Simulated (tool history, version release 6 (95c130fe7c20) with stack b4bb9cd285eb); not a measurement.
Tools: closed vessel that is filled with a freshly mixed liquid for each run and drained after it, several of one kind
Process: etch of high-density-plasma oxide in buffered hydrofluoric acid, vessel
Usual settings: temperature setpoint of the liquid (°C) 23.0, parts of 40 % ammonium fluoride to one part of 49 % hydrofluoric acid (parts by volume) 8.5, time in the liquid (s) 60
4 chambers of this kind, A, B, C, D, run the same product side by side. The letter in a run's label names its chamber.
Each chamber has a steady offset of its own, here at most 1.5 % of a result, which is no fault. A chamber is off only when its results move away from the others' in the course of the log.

| run | day | temperature setpoint of the liquid (°C) | parts of 40 % ammonium fluoride to one part of 49 % hydrofluoric acid (parts by volume) | time in the liquid (s) | read-back film thickness of the high-density-plasma oxide reference wafer, read on the same gauge (nm) | thickness taken off the high-density-plasma oxide on a monitor wafer (nm) |
|---|---|---|---|---|---|---|
| 1A | 0.146 | 23.0 | 8.5 | 60 | 89.977 | 79.241 |
| 2C | 0.279 | 23.0 | 8.5 | 60 | 89.992 | 79.282 |
| 3B | 0.442 | 23.0 | 8.5 | 60 | 89.980 | 78.987 |
| 4D | 0.579 | 23.0 | 8.5 | 60 | 89.995 | 80.618 |
| 5A | 0.742 | 23.0 | 11.0 | 90 | 89.972 | 94.943 |
| 6D | 0.900 | 23.0 | 11.0 | 90 | 89.980 | 97.383 |
| 7C | 1.112 | 23.0 | 11.0 | 90 | 90.024 | 95.673 |
| 8B | 1.329 | 23.0 | 11.0 | 90 | 89.989 | 95.942 |
| 9A | 1.483 | 23.0 | 8.5 | 60 | 90.004 | 79.359 |
| 10C | 1.658 | 23.0 | 8.5 | 60 | 89.995 | 79.786 |
| 11B | 1.821 | 23.0 | 8.5 | 60 | 89.988 | 79.075 |
| 12D | 1.971 | 23.0 | 8.5 | 60 | 89.971 | 80.141 |
| 13B | 2.171 | 19.5 | 8.5 | 90 | 89.960 | 98.239 |
| 14D | 2.333 | 19.5 | 8.5 | 90 | 89.973 | 98.977 |
| 15A | 2.488 | 19.5 | 8.5 | 90 | 89.986 | 98.617 |
| 16C | 2.608 | 19.5 | 8.5 | 90 | 89.995 | 97.943 |
| 17A | 2.817 | 23.0 | 8.5 | 60 | 89.981 | 79.796 |
| 18D | 2.933 | 23.0 | 8.5 | 60 | 90.034 | 80.695 |
| 19C | 3.062 | 23.0 | 8.5 | 60 | 90.045 | 79.886 |
| 20B | 3.229 | 23.0 | 8.5 | 60 | 89.995 | 79.540 |
| 21D | 3.438 | 20.5 | 6.5 | 60 | 89.979 | 92.462 |
| 22A | 3.588 | 20.5 | 6.5 | 60 | 89.982 | 91.521 |
| 23B | 3.696 | 20.5 | 6.5 | 60 | 90.040 | 91.128 |
| 24C | 3.854 | 20.5 | 6.5 | 60 | 90.038 | 91.684 |
| 25D | 4.025 | 23.0 | 8.5 | 60 | 90.011 | 81.011 |
| 26B | 4.229 | 23.0 | 8.5 | 60 | 89.970 | 79.827 |
| 27C | 4.383 | 23.0 | 8.5 | 60 | 89.996 | 79.705 |
| 28A | 4.525 | 23.0 | 8.5 | 60 | 90.042 | 80.663 |
| 29C | 4.746 | 18.5 | 7.5 | 60 | 89.981 | 71.266 |
| 30D | 4.867 | 18.5 | 7.5 | 60 | 90.006 | 71.438 |
| 31A | 5.050 | 18.5 | 7.5 | 60 | 90.038 | 71.597 |
| 32B | 5.271 | 18.5 | 7.5 | 60 | 89.992 | 70.709 |
| 33A | 5.396 | 23.0 | 8.5 | 60 | 89.988 | 79.848 |
| 34B | 5.504 | 23.0 | 8.5 | 60 | 90.001 | 79.387 |
| 35C | 5.725 | 23.0 | 7.5 | 90 | 89.939 | 136.060 |

All 4 chambers run these settings next. Forecast each chamber's results:
| 36A | 5.892 | 23.0 | 8.5 | 60 |  | ? |
| 36B | 5.892 | 23.0 | 8.5 | 60 |  | ? |
| 36C | 5.892 | 23.0 | 8.5 | 60 |  | ? |
| 36D | 5.892 | 23.0 | 8.5 | 60 |  | ? |

| run | thickness taken off the high-density-plasma oxide on a monitor wafer (nm) |
|---|---|
| 36A | 79.798 |
| 36B | 79.285 |
| 36C | 79.351 |
| 36D | 80.001 |
